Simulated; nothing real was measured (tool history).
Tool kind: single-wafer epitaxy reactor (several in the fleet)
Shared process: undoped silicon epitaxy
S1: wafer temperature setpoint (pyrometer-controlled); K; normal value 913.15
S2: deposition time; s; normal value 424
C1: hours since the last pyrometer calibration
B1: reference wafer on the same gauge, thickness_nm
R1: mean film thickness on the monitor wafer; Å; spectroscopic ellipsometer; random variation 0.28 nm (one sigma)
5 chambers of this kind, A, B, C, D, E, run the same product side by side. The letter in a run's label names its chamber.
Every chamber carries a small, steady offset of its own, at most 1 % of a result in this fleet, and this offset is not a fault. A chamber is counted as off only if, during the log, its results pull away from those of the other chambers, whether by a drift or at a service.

run,hour,S1,S2,C1,B1,R1
1A,7.0,913.15,424,1077.8,64.391,578.32
2D,10.6,913.15,424,951.4,64.323,567.55
3C,17.8,913.15,424,929.0,64.483,572.25
4E,21.8,913.15,424,641.7,64.420,568.82
5B,25.0,926.15,459,1369.8,64.466,813.60
6E,31.3,926.15,459,651.2,64.443,826.77
7C,36.5,926.15,459,947.7,64.470,825.81
8A,41.1,926.15,459,1111.9,64.321,823.10
9D,45.7,926.15,459,986.5,64.392,814.95
10B,50.1,913.15,424,1394.9,64.358,566.91
11B,55.6,913.15,424,1400.4,64.428,565.34
12C,59.9,913.15,424,971.1,64.380,566.94
13A,65.8,913.15,424,1136.6,64.303,578.39
14D,69.1,913.15,424,1009.9,64.428,572.90
15E,74.7,913.15,424,694.6,64.403,575.95
16E,77.9,913.15,424,697.8,64.469,575.70
17D,83.0,913.15,424,1023.8,64.360,576.91
18A,88.3,913.15,424,1159.1,64.437,570.14
# hour 89.6: chamber D: pyrometer calibrated
19C,95.4,913.15,424,1006.6,64.342,571.78
20B,101.8,913.15,424,1446.6,64.415,566.18
# hour 102.0: chamber B: pyrometer calibrated
21B,109.3,913.15,359,7.3,64.436,481.31
22E,113.5,913.15,359,733.4,64.457,483.48
23A,118.8,913.15,359,1189.6,64.399,483.28
24D,125.3,913.15,359,35.7,64.385,482.54
25C,132.0,913.15,359,1043.2,64.349,483.48
26E,136.3,913.15,424,756.2,64.464,571.69
27A,141.9,913.15,424,1212.7,64.361,568.25
28C,147.7,913.15,424,1058.9,64.397,569.88
29D,154.2,913.15,424,64.6,64.525,567.14
30B,158.1,913.15,424,56.1,64.463,568.54
31D,165.5,913.15,424,75.9,64.371,567.87
32E,170.4,913.15,424,790.3,64.453,571.41
33A,177.2,913.15,424,1248.0,64.410,575.12
34B,183.0,913.15,424,81.0,64.359,564.64
35C,187.2,913.15,424,1098.4,64.400,568.01

Is one chamber off against the others, does the gauge drift, or is nothing wrong? If a chamber is off, say which, and what the likeliest cause is.

The fleet is healthy, with each chamber sitting at its usual small offset and no drift in the gauge.
